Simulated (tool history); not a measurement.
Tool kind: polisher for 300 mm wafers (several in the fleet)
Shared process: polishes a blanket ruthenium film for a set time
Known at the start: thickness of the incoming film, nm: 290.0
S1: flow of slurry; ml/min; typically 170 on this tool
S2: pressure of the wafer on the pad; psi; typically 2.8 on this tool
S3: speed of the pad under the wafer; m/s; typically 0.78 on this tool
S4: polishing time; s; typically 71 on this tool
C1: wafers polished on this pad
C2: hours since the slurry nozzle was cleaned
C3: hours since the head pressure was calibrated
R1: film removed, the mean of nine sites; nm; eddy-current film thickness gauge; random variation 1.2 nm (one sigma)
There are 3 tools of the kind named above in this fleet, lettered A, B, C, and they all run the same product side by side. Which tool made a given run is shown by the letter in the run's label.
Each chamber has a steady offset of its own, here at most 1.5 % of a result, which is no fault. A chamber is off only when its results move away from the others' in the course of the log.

| run | hour | S1 | S2 | S3 | S4 | C1 | C2 | C3 | R1 |
|---|---|---|---|---|---|---|---|---|---|
|  | 4.5 | chamber A: worn pad replaced by a new one |
| 1C | 8.2 | 170 | 2.8 | 0.78 | 71 | 748 | 209.6 | 291.3 | 97.241 |
| 2A | 13.7 | 170 | 2.8 | 0.78 | 71 | 119 | 272.7 | 468.6 | 98.204 |
| 3B | 18.7 | 170 | 2.8 | 0.78 | 71 | 1067 | 115.0 | 346.4 | 100.090 |
| 4C | 27.1 | 170 | 2.8 | 0.78 | 71 | 991 | 228.5 | 310.2 | 98.680 |
|  | 28.1 | chamber A: slurry nozzle cleaned |
|  | 33.1 | chamber C: slurry nozzle cleaned |
| 5B | 35.6 | 170 | 2.8 | 0.78 | 71 | 1284 | 131.9 | 363.3 | 100.430 |
| 6A | 41.8 | 170 | 2.4 | 0.78 | 71 | 480 | 13.8 | 496.7 | 82.684 |
| 7C | 47.4 | 170 | 2.4 | 0.78 | 71 | 1252 | 14.4 | 330.5 | 85.830 |
|  | 49.8 | chamber B: worn pad replaced by a new one |
|  | 50.8 | chamber A: head pressure recalibrated |
| 8B | 52.3 | 170 | 2.4 | 0.78 | 71 | 32 | 148.6 | 380.0 | 84.918 |
| 9A | 57.2 | 170 | 2.8 | 0.78 | 71 | 678 | 29.2 | 6.4 | 95.166 |
| 10A | 65.2 | 170 | 2.8 | 0.78 | 71 | 780 | 37.2 | 14.4 | 97.189 |
| 11B | 74.2 | 170 | 2.8 | 0.78 | 71 | 313 | 170.5 | 401.9 | 100.770 |
| 12C | 83.9 | 170 | 2.8 | 0.78 | 71 | 1721 | 50.9 | 367.0 | 95.950 |
| 13B | 94.1 | 170 | 2.8 | 0.78 | 71 | 569 | 190.4 | 421.8 | 99.635 |
|  | 101.1 | chamber A: worn pad replaced by a new one |
| 14A | 104.1 | 170 | 2.8 | 0.78 | 71 | 39 | 76.1 | 53.3 | 99.137 |
| 15C | 111.7 | 170 | 2.8 | 0.78 | 71 | 2078 | 78.7 | 394.8 | 94.060 |
| 16A | 119.4 | 170 | 2.8 | 0.60 | 51 | 235 | 91.4 | 68.6 | 54.427 |
| 17C | 128.6 | 170 | 2.8 | 0.60 | 51 | 2295 | 95.6 | 411.7 | 52.444 |
| 18B | 135.9 | 170 | 2.8 | 0.60 | 51 | 1106 | 232.2 | 463.6 | 54.452 |
| 19A | 140.4 | 170 | 2.8 | 0.78 | 71 | 505 | 112.4 | 89.6 | 96.400 |
| 20C | 149.4 | 170 | 2.8 | 0.78 | 71 | 2562 | 116.4 | 432.5 | 92.527 |
| 21B | 154.5 | 170 | 2.8 | 0.78 | 71 | 1345 | 250.8 | 482.2 | 100.910 |
|  | 158.6 | chamber B: worn pad replaced by a new one |
| 22A | 163.8 | 170 | 2.8 | 0.78 | 71 | 806 | 135.8 | 113.0 | 96.244 |
| 23C | 169.3 | 170 | 2.8 | 0.78 | 71 | 2818 | 136.3 | 452.4 | 92.924 |
| 24B | 178.2 | 170 | 2.8 | 0.78 | 71 | 252 | 274.5 | 505.9 | 101.390 |
|  | 183.5 | chamber B: slurry nozzle cleaned |
| 25A | 188.4 | 195 | 2.8 | 0.78 | 71 | 1122 | 160.4 | 137.6 | 100.720 |
| 26C | 197.4 | 195 | 2.8 | 0.78 | 71 | 3179 | 164.4 | 480.5 | 92.654 |
|  | 198.2 | chamber A: worn pad replaced by a new one |
| 27B | 201.8 | 195 | 2.8 | 0.78 | 71 | 555 | 18.3 | 529.5 | 103.350 |
| 28C | 209.3 | 210 | 3.5 | 0.78 | 71 | 3332 | 176.3 | 492.4 | 116.730 |
| 29B | 217.0 | 210 | 3.5 | 0.78 | 71 | 750 | 33.5 | 544.7 | 127.450 |
| 30A | 224.6 | 210 | 3.5 | 0.78 | 71 | 340 | 196.6 | 173.8 | 127.280 |
| 31B | 234.7 | 170 | 2.8 | 0.78 | 71 | 978 | 51.2 | 562.4 | 99.629 |
| 32C | 242.0 | 170 | 2.8 | 0.78 | 71 | 3752 | 209.0 | 525.1 | 88.309 |
| 33A | 249.0 | 170 | 2.8 | 0.78 | 71 | 653 | 221.0 | 198.2 | 95.102 |
| 34C | 258.6 | 170 | 2.8 | 0.78 | 71 | 3966 | 225.6 | 541.7 | 86.671 |

Predict what each chamber gives when all 3 of them run the settings below next.
| 35A | 266.0 | 170 | 2.8 | 0.78 | 71 |  |  |  | ? |
| 35B | 266.0 | 170 | 2.8 | 0.78 | 71 |  |  |  | ? |
| 35C | 266.0 | 170 | 2.8 | 0.78 | 71 |  |  |  | ? |

| run | R1 |
|---|---|
| 35A | 96.914 |
| 35B | 98.305 |
| 35C | 86.975 |

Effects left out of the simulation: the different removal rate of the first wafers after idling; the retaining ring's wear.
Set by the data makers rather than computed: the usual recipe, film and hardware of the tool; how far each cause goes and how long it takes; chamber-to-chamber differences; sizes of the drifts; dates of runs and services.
